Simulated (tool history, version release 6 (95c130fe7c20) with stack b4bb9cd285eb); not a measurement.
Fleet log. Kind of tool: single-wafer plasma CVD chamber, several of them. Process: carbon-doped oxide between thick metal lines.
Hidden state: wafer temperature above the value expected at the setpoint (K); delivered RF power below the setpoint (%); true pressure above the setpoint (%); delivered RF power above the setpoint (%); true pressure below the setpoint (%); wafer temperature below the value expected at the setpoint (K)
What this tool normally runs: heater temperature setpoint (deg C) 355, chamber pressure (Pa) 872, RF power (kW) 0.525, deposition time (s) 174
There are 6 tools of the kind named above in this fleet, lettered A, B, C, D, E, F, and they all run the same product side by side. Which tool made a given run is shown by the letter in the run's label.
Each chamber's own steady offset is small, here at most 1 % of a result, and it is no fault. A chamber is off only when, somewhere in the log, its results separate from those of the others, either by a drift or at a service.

run,hour,heater temperature setpoint (deg C),chamber pressure (Pa),RF power (kW),deposition time (s),hours since the last thermocouple change,hours since the last RF generator calibration,hours since the last manometer calibration,"read-back reference wafer on the same gauge, thickness_nm",mean film thickness on the monitor wafer (nm)
1D,10,355,872,0.525,174,1990.4,1950.4,61.5,976.87,915.09
2C,20.7,355,872,0.525,174,1170.1,1439.6,94.2,976.61,926.16
3A,26.2,355,872,0.525,174,1937.7,709.9,767.6,976.93,921.98
4E,32.9,355,872,0.525,174,2085.2,203.3,1143,977.5,926.61
5F,43.9,355,872,0.525,174,1231.6,2193.9,1450.1,977.14,921.84
6B,52.7,355,669,0.48,174,122,768.8,140.9,977.26,845.95
7A,61.8,355,669,0.48,174,1973.3,745.5,803.2,976.38,843.4
8C,69,355,669,0.48,174,1218.4,1487.9,142.5,976.92,850.18
9D,79.4,355,669,0.48,174,2059.8,2019.8,130.9,976.94,838.09
10F,85.7,355,669,0.48,174,1273.4,2235.7,1491.9,976.9,847.05
11B,93.1,355,669,0.48,174,162.4,809.2,181.3,976.86,841.45
# hour 99.9: chamber D: RF generator calibrated
12E,103,355,872,0.525,174,2155.3,273.4,1213.1,977.08,927.86
13A,110.5,355,872,0.525,174,2022,794.2,851.9,977.64,921.72
# hour 112: chamber D: thermocouple changed; heater temperature recalibrated
14B,118.1,355,872,0.525,174,187.4,834.2,206.3,976.24,928.42
15F,124,355,872,0.525,174,1311.7,2274,1530.2,977.49,924.54
16D,129.4,355,872,0.525,174,17.5,29.6,180.9,976.94,916.59
17C,136,355,872,0.525,174,1285.4,1554.9,209.5,976.97,926.7
18E,146.9,355,872,0.525,174,2199.2,317.3,1257,977.35,928.33
# hour 152.3: chamber F: RF generator calibrated
19D,154.9,355,872,0.525,174,43,55.1,206.4,976.92,918.74
20F,160.6,355,872,0.525,174,1348.3,8.4,1566.8,976.99,919.29
21B,168.6,355,872,0.525,174,237.9,884.7,256.8,977,928.79
# hour 173.9: chamber C: thermocouple changed; heater temperature recalibrated
22C,178.2,355,872,0.525,174,4.3,1597.1,251.7,977.1,927.34
23E,188,355,872,0.525,174,2240.3,358.4,1298.1,976.68,925.02
24A,194.1,355,872,0.525,174,2105.6,877.8,935.5,976.59,917.73
# hour 198.9: chamber A: RF generator calibrated
25B,205.1,355,872,0.525,174,274.4,921.2,293.3,976.73,923.73
26F,214.8,355,872,0.525,174,1402.5,62.6,1621,977.5,927.21
27D,222.8,355,872,0.525,174,110.9,123,274.3,976.86,918.2
# hour 226.4: chamber C: RF generator calibrated
28C,228.2,355,872,0.525,174,54.3,1.9,301.7,977.09,924.22
29E,236.3,355,872,0.525,174,2288.6,406.7,1346.4,976.46,928.3
30A,242.8,355,872,0.525,174,2154.3,43.9,984.2,977.2,921.74
# hour 247.5: chamber A: thermocouple changed; heater temperature recalibrated
31B,248.2,355,872,0.525,174,317.5,964.3,336.4,977.3,922.2
32A,256.7,355,872,0.525,174,9.3,57.8,998.1,976.9,919.61
33D,264.3,355,872,0.525,174,152.4,164.5,315.8,977.05,913.67
34F,269.5,355,872,0.525,174,1457.2,117.3,1675.7,977.28,925.01
35E,275.1,355,872,0.525,174,2327.4,445.5,1385.2,977.23,930.76
36C,286.1,355,872,0.525,174,112.2,59.8,359.6,977.06,925.29
37F,292.7,355,872,0.525,174,1480.4,140.5,1698.9,977.06,923.76
38E,303.2,355,872,0.525,174,2355.5,473.6,1413.3,976.8,931.18
39C,309.7,355,872,0.525,174,135.8,83.4,383.2,977.13,926.07

For the next run the whole fleet of 6 chambers uses the same settings. Give each chamber's results:
40A,317.7,342,872,0.525,174,,,,,?
40B,317.7,342,872,0.525,174,,,,,?
40C,317.7,342,872,0.525,174,,,,,?
40D,317.7,342,872,0.525,174,,,,,?
40E,317.7,342,872,0.525,174,,,,,?
40F,317.7,342,872,0.525,174,,,,,?

run,mean film thickness on the monitor wafer (nm)
40A,956.26
40B,957.61
40C,958.92
40D,941.93
40E,957.66
40F,960.23

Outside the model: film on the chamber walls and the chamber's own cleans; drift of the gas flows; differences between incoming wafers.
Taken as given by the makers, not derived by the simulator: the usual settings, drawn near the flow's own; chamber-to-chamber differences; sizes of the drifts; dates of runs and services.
